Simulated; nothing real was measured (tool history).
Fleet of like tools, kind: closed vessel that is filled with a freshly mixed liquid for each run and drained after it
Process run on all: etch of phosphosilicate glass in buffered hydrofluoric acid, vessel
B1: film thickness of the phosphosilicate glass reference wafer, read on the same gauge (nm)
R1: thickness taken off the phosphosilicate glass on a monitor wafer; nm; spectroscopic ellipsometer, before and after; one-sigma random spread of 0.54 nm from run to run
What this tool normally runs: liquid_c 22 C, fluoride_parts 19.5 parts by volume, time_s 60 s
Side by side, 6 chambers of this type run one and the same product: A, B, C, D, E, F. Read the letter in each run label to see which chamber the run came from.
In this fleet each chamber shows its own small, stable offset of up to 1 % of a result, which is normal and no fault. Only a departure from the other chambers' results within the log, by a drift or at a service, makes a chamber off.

{"run": "1E", "hour": 6.1, "liquid_c": 22, "fluoride_parts": 19.5, "time_s": 60, "B1": 89.993, "R1": 142.06}
{"run": "2B", "hour": 15.0, "liquid_c": 22, "fluoride_parts": 19.5, "time_s": 60, "B1": 90.021, "R1": 140.33}
{"run": "3A", "hour": 21.3, "liquid_c": 22, "fluoride_parts": 19.5, "time_s": 60, "B1": 89.992, "R1": 141.2}
{"run": "4F", "hour": 34.1, "liquid_c": 22, "fluoride_parts": 19.5, "time_s": 60, "B1": 90.031, "R1": 140.14}
{"run": "5D", "hour": 46.3, "liquid_c": 22, "fluoride_parts": 19.5, "time_s": 60, "B1": 89.972, "R1": 141.34}
{"run": "6C", "hour": 60.0, "liquid_c": 22, "fluoride_parts": 19.5, "time_s": 60, "B1": 89.997, "R1": 140.88}
{"run": "7A", "hour": 69.9, "liquid_c": 22, "fluoride_parts": 19.5, "time_s": 60, "B1": 89.977, "R1": 141.12}
{"hour": 74.7, "done": "chamber D: hydrofluoric acid flow meter replaced"}
{"run": "8C", "hour": 79.6, "liquid_c": 22, "fluoride_parts": 19.5, "time_s": 60, "B1": 90.019, "R1": 139.05}
{"run": "9B", "hour": 89.4, "liquid_c": 22, "fluoride_parts": 19.5, "time_s": 60, "B1": 90.041, "R1": 140.63}
{"run": "10E", "hour": 103.2, "liquid_c": 19, "fluoride_parts": 19.5, "time_s": 60, "B1": 90, "R1": 120.88}
{"run": "11F", "hour": 115.8, "liquid_c": 19, "fluoride_parts": 19.5, "time_s": 60, "B1": 89.963, "R1": 118.83}
{"run": "12D", "hour": 123.3, "liquid_c": 19, "fluoride_parts": 19.5, "time_s": 60, "B1": 90.011, "R1": 119.52}
{"run": "13A", "hour": 134.5, "liquid_c": 19, "fluoride_parts": 19.5, "time_s": 60, "B1": 89.973, "R1": 120.41}
{"run": "14F", "hour": 146.9, "liquid_c": 19, "fluoride_parts": 19.5, "time_s": 60, "B1": 90.021, "R1": 118.25}
{"run": "15E", "hour": 158.9, "liquid_c": 19, "fluoride_parts": 19.5, "time_s": 60, "B1": 90.021, "R1": 119.7}
{"run": "16B", "hour": 171.5, "liquid_c": 22, "fluoride_parts": 19.5, "time_s": 60, "B1": 89.969, "R1": 140.15}
{"run": "17D", "hour": 181.7, "liquid_c": 22, "fluoride_parts": 19.5, "time_s": 60, "B1": 90.005, "R1": 140.87}
{"run": "18C", "hour": 192.0, "liquid_c": 22, "fluoride_parts": 19.5, "time_s": 60, "B1": 90.045, "R1": 140.47}
{"run": "19A", "hour": 204.5, "liquid_c": 22, "fluoride_parts": 19.5, "time_s": 60, "B1": 90.017, "R1": 141.68}
{"hour": 211.5, "done": "chamber E: hydrofluoric acid flow meter replaced"}
{"run": "20E", "hour": 214.2, "liquid_c": 22, "fluoride_parts": 19.5, "time_s": 60, "B1": 89.996, "R1": 142.14}
{"run": "21B", "hour": 220.4, "liquid_c": 22, "fluoride_parts": 19.5, "time_s": 60, "B1": 90.018, "R1": 140.1}
{"run": "22C", "hour": 232.8, "liquid_c": 25.5, "fluoride_parts": 19.5, "time_s": 60, "B1": 90.016, "R1": 169.19}
{"run": "23D", "hour": 243.4, "liquid_c": 25.5, "fluoride_parts": 19.5, "time_s": 60, "B1": 90.03, "R1": 170.38}
{"run": "24F", "hour": 250.6, "liquid_c": 25.5, "fluoride_parts": 19.5, "time_s": 60, "B1": 89.953, "R1": 169.74}
{"run": "25A", "hour": 263.1, "liquid_c": 25.5, "fluoride_parts": 19.5, "time_s": 60, "B1": 90.025, "R1": 170.64}
{"run": "26D", "hour": 276.3, "liquid_c": 25.5, "fluoride_parts": 19.5, "time_s": 60, "B1": 90.01, "R1": 170.93}
{"run": "27E", "hour": 287.6, "liquid_c": 25.5, "fluoride_parts": 19.5, "time_s": 60, "B1": 90.004, "R1": 173.21}
{"run": "28F", "hour": 301.1, "liquid_c": 22, "fluoride_parts": 19.5, "time_s": 60, "B1": 90, "R1": 140.15}
{"run": "29B", "hour": 310.4, "liquid_c": 22, "fluoride_parts": 19.5, "time_s": 60, "B1": 89.974, "R1": 139.68}
{"run": "30C", "hour": 324.0, "liquid_c": 22, "fluoride_parts": 19.5, "time_s": 60, "B1": 89.99, "R1": 140.65}
{"run": "31F", "hour": 333.1, "liquid_c": 22, "fluoride_parts": 15, "time_s": 45, "B1": 89.994, "R1": 136.88}
{"hour": 339.8, "done": "chamber F: hydrofluoric acid flow meter replaced"}
{"run": "32A", "hour": 345.9, "liquid_c": 22, "fluoride_parts": 15, "time_s": 45, "B1": 90.027, "R1": 136.31}
{"run": "33D", "hour": 355.2, "liquid_c": 22, "fluoride_parts": 15, "time_s": 45, "B1": 89.98, "R1": 137.62}
{"run": "34C", "hour": 362.3, "liquid_c": 22, "fluoride_parts": 15, "time_s": 45, "B1": 89.961, "R1": 137.54}
{"run": "35B", "hour": 371.7, "liquid_c": 22, "fluoride_parts": 15, "time_s": 45, "B1": 90.025, "R1": 136.6}
{"run": "36E", "hour": 382.4, "liquid_c": 22, "fluoride_parts": 15, "time_s": 45, "B1": 90.009, "R1": 138.94}
{"hour": 386.6, "done": "chamber B: hydrofluoric acid flow meter replaced"}
{"run": "37F", "hour": 390.2, "liquid_c": 22, "fluoride_parts": 19.5, "time_s": 60, "B1": 90.011, "R1": 140.43}
{"run": "38E", "hour": 399.4, "liquid_c": 22, "fluoride_parts": 19.5, "time_s": 60, "B1": 90.003, "R1": 142.35}
{"run": "39A", "hour": 411.1, "liquid_c": 22, "fluoride_parts": 19.5, "time_s": 60, "B1": 89.989, "R1": 141.3}
{"run": "40C", "hour": 421.7, "liquid_c": 22, "fluoride_parts": 19.5, "time_s": 60, "B1": 90.037, "R1": 139.37}
{"run": "41D", "hour": 432.0, "liquid_c": 22, "fluoride_parts": 19.5, "time_s": 60, "B1": 89.995, "R1": 141.21}
{"run": "42B", "hour": 439.8, "liquid_c": 22, "fluoride_parts": 19.5, "time_s": 60, "B1": 89.965, "R1": 140.4}
{"run": "43D", "hour": 447.1, "liquid_c": 22, "fluoride_parts": 19.5, "time_s": 60, "B1": 89.977, "R1": 140.2}
{"run": "44F", "hour": 458.0, "liquid_c": 22, "fluoride_parts": 19.5, "time_s": 60, "B1": 89.999, "R1": 140.28}

The same settings go to every chamber for the next run, one line per chamber below. Forecast the results for each:
{"run": "45A", "hour": 467.9, "liquid_c": 22, "fluoride_parts": 19.5, "time_s": 60, "R1": "?"}
{"run": "45B", "hour": 467.9, "liquid_c": 22, "fluoride_parts": 19.5, "time_s": 60, "R1": "?"}
{"run": "45C", "hour": 467.9, "liquid_c": 22, "fluoride_parts": 19.5, "time_s": 60, "R1": "?"}
{"run": "45D", "hour": 467.9, "liquid_c": 22, "fluoride_parts": 19.5, "time_s": 60, "R1": "?"}
{"run": "45E", "hour": 467.9, "liquid_c": 22, "fluoride_parts": 19.5, "time_s": 60, "R1": "?"}
{"run": "45F", "hour": 467.9, "liquid_c": 22, "fluoride_parts": 19.5, "time_s": 60, "R1": "?"}

run=45A R1=141.97
run=45B R1=141.34
run=45C R1=140.82
run=45D R1=140.63
run=45E R1=142.67
run=45F R1=140.4

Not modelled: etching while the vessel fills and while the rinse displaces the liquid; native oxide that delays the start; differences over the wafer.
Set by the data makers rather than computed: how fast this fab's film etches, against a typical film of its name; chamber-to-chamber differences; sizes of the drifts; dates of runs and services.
